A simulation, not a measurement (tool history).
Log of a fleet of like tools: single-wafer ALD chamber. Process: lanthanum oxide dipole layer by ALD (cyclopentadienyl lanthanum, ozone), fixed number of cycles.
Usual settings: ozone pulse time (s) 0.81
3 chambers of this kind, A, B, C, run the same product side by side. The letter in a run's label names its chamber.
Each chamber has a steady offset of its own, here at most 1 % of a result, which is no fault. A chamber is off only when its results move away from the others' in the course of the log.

run,day,ozone pulse time (s),hours since the last thermocouple change,hours since the last ozone generator service,"read-back reference wafer on the same gauge, thickness_nm",mean film thickness on the monitor wafer (nm)
1C,0.121,0.81,596.5,997.8,0.54609,0.46075
2A,0.221,0.81,730.4,681.7,0.54589,0.46618
3B,0.338,0.81,979.2,26.4,0.54577,0.46468
4C,0.425,0.81,603.8,1005.1,0.5456,0.4622
5A,0.567,0.81,738.7,690,0.54583,0.46668
6B,0.762,0.81,989.4,36.6,0.54563,0.46442
7C,0.921,0.5,615.7,1017,0.5455,0.36256
8B,1.112,0.5,997.8,45,0.54546,0.36747
9A,1.292,0.5,756.1,707.4,0.54536,0.36512
# day 1.321: chamber C: ozone generator serviced
10A,1.433,0.81,759.5,710.8,0.54534,0.46475
11B,1.608,0.81,1009.7,56.9,0.54527,0.46468
12C,1.792,0.81,636.6,11.3,0.54549,0.46063
13B,1.962,0.81,1018.2,65.4,0.54531,0.46294
14C,2.054,0.81,642.9,17.6,0.54515,0.46211
15A,2.238,0.81,778.8,730.1,0.54501,0.4658
16A,2.429,0.81,783.4,734.7,0.54498,0.46568
17C,2.571,0.81,655.3,30,0.54497,0.46117
18B,2.704,1.11,1036,83.2,0.54462,0.51527
19B,2.854,1.11,1039.6,86.8,0.54491,0.51549
20A,2.95,1.11,795.9,747.2,0.54477,0.51772
21C,3.083,0.81,667.6,42.3,0.54463,0.46035
22A,3.225,0.81,802.5,753.8,0.54458,0.46517
23C,3.408,0.81,675.4,50.1,0.54457,0.46114
24B,3.521,0.81,1055.6,102.8,0.54446,0.46399
25B,3.679,0.57,1059.4,106.6,0.54446,0.39445
26A,3.862,0.57,817.8,769.1,0.54429,0.39282
27C,3.962,0.57,688.7,63.4,0.54422,0.38958
28C,4.121,0.81,692.5,67.2,0.54428,0.46005
29B,4.238,0.81,1072.8,120,0.54421,0.46306
30A,4.329,0.54,829,780.3,0.54427,0.38083
31C,4.483,0.54,701.2,75.9,0.54427,0.37817
32A,4.679,0.54,837.4,788.7,0.5439,0.38113
33B,4.858,0.81,1087.7,134.9,0.54394,0.46256
34A,5.062,0.81,846.6,797.9,0.54383,0.4645
35C,5.15,0.81,717.2,91.9,0.54395,0.46011
36B,5.338,0.81,1099.2,146.4,0.54362,0.46215
37A,5.446,0.81,855.8,807.1,0.54359,0.46513

All 3 chambers run these settings next. Forecast each chamber's results:
38A,5.592,1.08,,,,?
38B,5.592,1.08,,,,?
38C,5.592,1.08,,,,?

run,mean film thickness on the monitor wafer (nm)
38A,0.51412
38B,0.50923
38C,0.50781

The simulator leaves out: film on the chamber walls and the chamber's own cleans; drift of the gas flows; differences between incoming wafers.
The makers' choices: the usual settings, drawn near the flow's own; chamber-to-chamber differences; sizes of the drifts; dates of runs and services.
